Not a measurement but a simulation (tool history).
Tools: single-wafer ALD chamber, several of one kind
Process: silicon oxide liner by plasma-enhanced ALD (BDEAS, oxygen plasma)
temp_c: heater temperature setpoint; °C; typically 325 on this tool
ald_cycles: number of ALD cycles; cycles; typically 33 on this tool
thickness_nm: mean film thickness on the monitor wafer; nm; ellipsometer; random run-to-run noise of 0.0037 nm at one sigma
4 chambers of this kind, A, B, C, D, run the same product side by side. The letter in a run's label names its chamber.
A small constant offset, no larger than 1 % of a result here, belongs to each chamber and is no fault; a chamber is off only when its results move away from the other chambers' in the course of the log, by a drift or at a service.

| run | hour | temp_c | ald_cycles | read-back reference wafer on the same gauge, thickness_nm | thickness_nm |
|---|---|---|---|---|---|
| 1B | 5.9 | 325 | 33 | 3.0695 | 2.945 |
| 2A | 17.2 | 325 | 33 | 3.0686 | 2.9827 |
| 3C | 24.5 | 325 | 33 | 3.0684 | 2.9424 |
| 4D | 33.2 | 325 | 33 | 3.0676 | 2.9321 |
| 5C | 42.2 | 325 | 33 | 3.0669 | 2.931 |
| 6A | 49.8 | 325 | 33 | 3.0673 | 2.9823 |
| 7D | 56.4 | 332 | 36 | 3.0676 | 3.1683 |
| 8B | 66.7 | 332 | 36 | 3.065 | 3.1805 |
| 9A | 72 | 332 | 36 | 3.0653 | 3.2204 |
| 10B | 79.8 | 332 | 36 | 3.0644 | 3.1782 |
| 11C | 88.5 | 325 | 33 | 3.0641 | 2.9349 |
| 12D | 98.6 | 325 | 33 | 3.0631 | 2.9274 |
| 13C | 107.5 | 325 | 33 | 3.0648 | 2.9401 |
| 14D | 114.7 | 325 | 33 | 3.0634 | 2.9241 |
| 15A | 126.2 | 325 | 33 | 3.0616 | 2.979 |
| 16B | 136.8 | 325 | 33 | 3.062 | 2.9352 |
| 17A | 143.8 | 325 | 33 | 3.0616 | 2.9777 |
| 18D | 155.1 | 325 | 30 | 3.0604 | 2.6606 |
| 19C | 164.4 | 325 | 30 | 3.0589 | 2.6657 |
| 20B | 171.5 | 325 | 30 | 3.059 | 2.6675 |
| 21B | 179.4 | 325 | 30 | 3.0584 | 2.6679 |
| 22D | 190 | 325 | 33 | 3.0581 | 2.9167 |
| 23C | 199.8 | 325 | 33 | 3.0581 | 2.929 |
| 24A | 208.1 | 325 | 33 | 3.0569 | 2.9668 |
| 25C | 213.2 | 325 | 33 | 3.0561 | 2.9335 |
| 26A | 220.8 | 325 | 33 | 3.0562 | 2.9662 |
|  | 221.5 | chamber B: thermocouple changed; heater temperature recalibrated |
| 27D | 226.2 | 325 | 33 | 3.0553 | 2.9201 |
| 28B | 237.3 | 325 | 33 | 3.055 | 2.9417 |
| 29C | 248.3 | 325 | 33 | 3.0546 | 2.9239 |

For the next run the whole fleet of 4 chambers uses the same settings. Give each chamber's results:
| 30A | 256.6 | 325 | 33 |  | ? |
| 30B | 256.6 | 325 | 33 |  | ? |
| 30C | 256.6 | 325 | 33 |  | ? |
| 30D | 256.6 | 325 | 33 |  | ? |

| run | thickness_nm |
|---|---|
| 30A | 2.9649 |
| 30B | 2.9373 |
| 30C | 2.9272 |
| 30D | 2.9253 |

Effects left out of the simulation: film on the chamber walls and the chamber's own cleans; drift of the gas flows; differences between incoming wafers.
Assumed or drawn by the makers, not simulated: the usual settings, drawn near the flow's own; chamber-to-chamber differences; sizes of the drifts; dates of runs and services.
